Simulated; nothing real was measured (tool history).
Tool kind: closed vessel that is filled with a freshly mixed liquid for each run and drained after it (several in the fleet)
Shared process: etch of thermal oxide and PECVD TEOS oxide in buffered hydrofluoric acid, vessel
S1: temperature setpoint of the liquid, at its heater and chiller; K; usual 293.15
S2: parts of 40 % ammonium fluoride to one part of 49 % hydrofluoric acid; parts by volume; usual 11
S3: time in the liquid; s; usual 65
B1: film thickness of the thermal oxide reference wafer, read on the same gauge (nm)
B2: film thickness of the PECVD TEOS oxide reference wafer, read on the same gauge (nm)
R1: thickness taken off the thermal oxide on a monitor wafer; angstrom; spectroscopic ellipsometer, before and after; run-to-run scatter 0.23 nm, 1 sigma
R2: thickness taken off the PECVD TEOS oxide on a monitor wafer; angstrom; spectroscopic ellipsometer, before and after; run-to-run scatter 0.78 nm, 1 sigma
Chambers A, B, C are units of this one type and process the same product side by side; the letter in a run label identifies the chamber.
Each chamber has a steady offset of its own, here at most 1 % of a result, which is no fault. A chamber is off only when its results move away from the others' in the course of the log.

{"run": "1A", "day": 0.204, "S1": 293.15, "S2": 11, "S3": 65, "B1": 69.941, "B2": 49.994, "R1": 564.98, "R2": 1002.2}
{"run": "2B", "day": 0.383, "S1": 293.15, "S2": 11, "S3": 65, "B1": 69.984, "B2": 49.998, "R1": 562.67, "R2": 993.2}
{"run": "3C", "day": 0.538, "S1": 293.15, "S2": 11, "S3": 65, "B1": 70.014, "B2": 49.994, "R1": 561.44, "R2": 997.09}
{"run": "4C", "day": 0.683, "S1": 293.15, "S2": 11, "S3": 65, "B1": 70.002, "B2": 49.979, "R1": 567.92, "R2": 1013.1}
{"run": "5B", "day": 0.875, "S1": 293.15, "S2": 11, "S3": 35, "B1": 70.023, "B2": 50, "R1": 302.59, "R2": 535.21}
{"run": "6A", "day": 1.058, "S1": 293.15, "S2": 11, "S3": 35, "B1": 70.013, "B2": 49.998, "R1": 303.73, "R2": 538.54}
{"run": "7A", "day": 1.288, "S1": 293.15, "S2": 11, "S3": 35, "B1": 69.998, "B2": 49.998, "R1": 305.04, "R2": 544.23}
{"run": "8C", "day": 1.446, "S1": 293.15, "S2": 11, "S3": 65, "B1": 70.007, "B2": 50.03, "R1": 560.28, "R2": 998.73}
{"run": "9B", "day": 1.6, "S1": 293.15, "S2": 11, "S3": 65, "B1": 69.963, "B2": 50.011, "R1": 560.03, "R2": 1001.6}
{"run": "10B", "day": 1.8, "S1": 293.15, "S2": 11, "S3": 65, "B1": 69.995, "B2": 50.018, "R1": 557.09, "R2": 1004.7}
{"run": "11C", "day": 1.958, "S1": 293.15, "S2": 11, "S3": 65, "B1": 69.974, "B2": 49.986, "R1": 563.77, "R2": 1014.4}
{"run": "12A", "day": 2.121, "S1": 295.65, "S2": 7.5, "S3": 65, "B1": 70.025, "B2": 50.001, "R1": 925.88, "R2": 1653.1}
{"run": "13C", "day": 2.288, "S1": 295.65, "S2": 7.5, "S3": 65, "B1": 69.996, "B2": 50.027, "R1": 927.17, "R2": 1647.5}
{"day": 2.333, "done": "chamber A: hydrofluoric acid flow meter replaced"}
{"run": "14A", "day": 2.467, "S1": 295.65, "S2": 7.5, "S3": 65, "B1": 70.012, "B2": 49.989, "R1": 926.16, "R2": 1632.8}
{"run": "15B", "day": 2.692, "S1": 293.15, "S2": 11, "S3": 65, "B1": 70.004, "B2": 49.979, "R1": 557.65, "R2": 981.21}
{"run": "16B", "day": 2.875, "S1": 293.15, "S2": 11, "S3": 65, "B1": 69.988, "B2": 50.007, "R1": 558.78, "R2": 998.86}
{"run": "17A", "day": 3.0, "S1": 297.65, "S2": 13, "S3": 65, "B1": 69.981, "B2": 50.022, "R1": 619.24, "R2": 1094}
{"run": "18C", "day": 3.121, "S1": 297.65, "S2": 13, "S3": 65, "B1": 69.985, "B2": 50.004, "R1": 607.54, "R2": 1098.7}
{"run": "19B", "day": 3.25, "S1": 297.65, "S2": 13, "S3": 65, "B1": 69.977, "B2": 50.002, "R1": 610.09, "R2": 1076}
{"run": "20C", "day": 3.392, "S1": 293.15, "S2": 9, "S3": 80, "B1": 70.013, "B2": 49.994, "R1": 813.48, "R2": 1453.8}
{"run": "21A", "day": 3.604, "S1": 293.15, "S2": 9, "S3": 80, "B1": 70, "B2": 50.001, "R1": 815.08, "R2": 1436.8}
{"run": "22B", "day": 3.817, "S1": 293.15, "S2": 9, "S3": 80, "B1": 69.971, "B2": 50.007, "R1": 814.15, "R2": 1443.5}
{"run": "23C", "day": 4.004, "S1": 293.15, "S2": 13.5, "S3": 95, "B1": 69.97, "B2": 50.008, "R1": 674.01, "R2": 1210.5}
{"run": "24A", "day": 4.175, "S1": 293.15, "S2": 13.5, "S3": 95, "B1": 70.021, "B2": 50.013, "R1": 670.89, "R2": 1208.6}
{"run": "25C", "day": 4.333, "S1": 293.15, "S2": 13.5, "S3": 95, "B1": 69.99, "B2": 49.994, "R1": 671.21, "R2": 1201}
{"run": "26A", "day": 4.488, "S1": 293.15, "S2": 11, "S3": 65, "B1": 70.014, "B2": 49.994, "R1": 564.17, "R2": 994.32}
{"run": "27B", "day": 4.654, "S1": 293.15, "S2": 11, "S3": 65, "B1": 69.991, "B2": 50.002, "R1": 559.91, "R2": 983.86}
{"run": "28A", "day": 4.758, "S1": 293.15, "S2": 11, "S3": 65, "B1": 70.053, "B2": 50.009, "R1": 566.45, "R2": 1007.4}
{"run": "29C", "day": 4.954, "S1": 293.15, "S2": 11, "S3": 65, "B1": 69.997, "B2": 49.997, "R1": 562.64, "R2": 994.61}
{"run": "30B", "day": 5.138, "S1": 295.15, "S2": 11, "S3": 80, "B1": 69.969, "B2": 50.006, "R1": 771.52, "R2": 1377.5}
{"day": 5.358, "done": "chamber B: thermometer replaced"}
{"run": "31B", "day": 5.367, "S1": 295.15, "S2": 11, "S3": 80, "B1": 70.003, "B2": 49.985, "R1": 767.7, "R2": 1374.3}
{"run": "32C", "day": 5.567, "S1": 295.15, "S2": 11, "S3": 80, "B1": 70.012, "B2": 49.993, "R1": 768.77, "R2": 1377.6}
{"run": "33A", "day": 5.75, "S1": 293.15, "S2": 11, "S3": 65, "B1": 69.976, "B2": 49.967, "R1": 561.75, "R2": 989.93}
{"run": "34C", "day": 5.962, "S1": 293.15, "S2": 11, "S3": 65, "B1": 69.972, "B2": 50.003, "R1": 563.32, "R2": 980.99}
{"run": "35A", "day": 6.083, "S1": 293.15, "S2": 11, "S3": 65, "B1": 70.013, "B2": 50.021, "R1": 568.37, "R2": 1009.4}

What goes on in this fleet: one chamber off, a drifting gauge, or nothing beyond the chambers' own small offsets? Name the chamber and the cause, if any.

All chambers stay in line apart from their small fixed offsets, and the gauge does not drift.
